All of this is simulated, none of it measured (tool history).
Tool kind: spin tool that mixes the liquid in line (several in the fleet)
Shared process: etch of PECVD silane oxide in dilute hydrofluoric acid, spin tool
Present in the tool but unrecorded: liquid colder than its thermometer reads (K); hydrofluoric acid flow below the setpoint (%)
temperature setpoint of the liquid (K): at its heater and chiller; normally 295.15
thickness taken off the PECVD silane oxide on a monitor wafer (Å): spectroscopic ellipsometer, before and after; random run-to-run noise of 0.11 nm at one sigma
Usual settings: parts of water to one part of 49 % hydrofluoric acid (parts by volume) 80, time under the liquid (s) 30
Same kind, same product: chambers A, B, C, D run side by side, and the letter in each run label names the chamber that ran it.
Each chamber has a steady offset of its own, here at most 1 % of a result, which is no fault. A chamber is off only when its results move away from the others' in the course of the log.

run	hour	temperature setpoint of the liquid (K)	parts of water to one part of 49 % hydrofluoric acid (parts by volume)	time under the liquid (s)	hours since the thermometer was replaced	hours since the hydrofluoric acid flow meter was replaced	read-back film thickness of the PECVD silane oxide reference wafer, read on the same gauge (nm)	thickness taken off the PECVD silane oxide on a monitor wafer (Å)
1C	4.7	295.15	80	30	1436.9	389.3	79.974	132.72
2B	11.2	295.15	80	30	2479.9	304.6	79.996	131.69
3A	14.8	295.15	80	30	196.4	270.4	80	132.16
4D	18.5	295.15	80	30	172	104	80.029	133.65
5C	21.8	295.15	80	30	1454	406.4	79.979	130.35
6A	26.8	292.65	115	30	208.4	282.4	80.012	81.233
7D	30.2	292.65	115	30	183.7	115.7	79.98	80.642
8B	36.6	292.65	115	30	2505.3	330	79.998	80.395
9D	40.9	292.65	115	30	194.4	126.4	80.017	80.798
10B	44.1	295.15	80	30	2512.8	337.5	79.966	131.23
11A	50.5	295.15	80	30	232.1	306.1	80.016	133.38
12C	57.9	295.15	80	30	1490.1	442.5	80.007	133.31
13B	62.2	295.15	55	30	2530.9	355.6	79.958	196.95
14C	67.5	295.15	55	30	1499.7	452.1	79.946	195.67
15A	73.2	295.15	55	30	254.8	328.8	80.005	199.26
16D	78.2	295.15	55	30	231.7	163.7	80.012	199.48
17C	83.8	295.15	80	30	1516	468.4	79.95	131.17
18A	89.3	295.15	80	30	270.9	344.9	80.025	135.16
19D	94.9	295.15	80	30	248.4	180.4	80.001	133.42
20B	100.8	295.15	80	30	2569.5	394.2	80.04	129.5
21C	106.7	295.15	80	30	1538.9	491.3	79.988	129.36
22B	111.4	295.15	80	30	2580.1	404.8	79.988	131.66
23D	116.5	295.15	80	30	270	202	79.995	132.44
24A	122.5	295.15	80	30	304.1	378.1	80.005	131.88
25D	128.5	295.15	80	30	282	214	80.023	131.15
# hour 131.9: chamber B: hydrofluoric acid flow meter replaced
26C	135.8	295.15	80	30	1568	520.4	80.002	127.89
27A	142.1	295.15	80	30	323.7	397.7	80.011	134.4
28B	147.7	295.15	80	30	2616.4	15.8	79.969	132.09
29B	151.7	295.15	80	30	2620.4	19.8	80.019	133.02
# hour 155.1: chamber B: thermometer replaced
30D	156.1	295.15	80	30	309.6	241.6	80.038	132.8
31C	161.8	295.15	80	30	1594	546.4	79.948	125.67
32A	167.6	292.65	80	30	349.2	423.2	79.949	118.77
33C	174.6	292.65	80	30	1606.8	559.2	79.99	112.58
34D	181.1	292.65	80	30	334.6	266.6	79.962	118.74
35B	188.1	292.65	80	30	33	56.2	80	120.73
36A	192.4	295.15	80	30	374	448	79.988	134.52
37B	198.2	295.15	80	30	43.1	66.3	79.985	129.9

Read the log: is a single chamber off, either drifting away or since a service, is the gauge that measures every chamber drifting, or is nothing wrong beyond small per-chamber offsets? Name any odd chamber and what most likely caused it.

It is chamber C that slowly wanders off from its peers.
Cause: hydrofluoric acid flow below the setpoint (%) = 5.85.
Not necessarily distinguishable in this log from: liquid colder than its thermometer reads (K).

Chamber C could run next with any of the 4 candidate recipes listed below; each alters the usual settings, and their results appear as question marks. Which one brings its results back in line with what the other chambers deliver on the usual settings?
Maximum distance from the other chambers' mean on the usual settings for a result to count as in line: thickness taken off the PECVD silane oxide on a monitor wafer (Å) 4
38C-1	203.5	295.15	85	30				?
38C-2	203.5	294.65	80	30				?
38C-3	203.5	295.15	75	30				?
38C-4	203.5	295.65	80	30				?

Mean of the other chambers on the usual settings: thickness taken off the PECVD silane oxide on a monitor wafer (Å) 132.33
run	thickness taken off the PECVD silane oxide on a monitor wafer (Å)
38C-1	115.64
38C-2	121.11
38C-3	132.66
38C-4	126.15
With 38C-3, the chamber falls back in line with the rest.
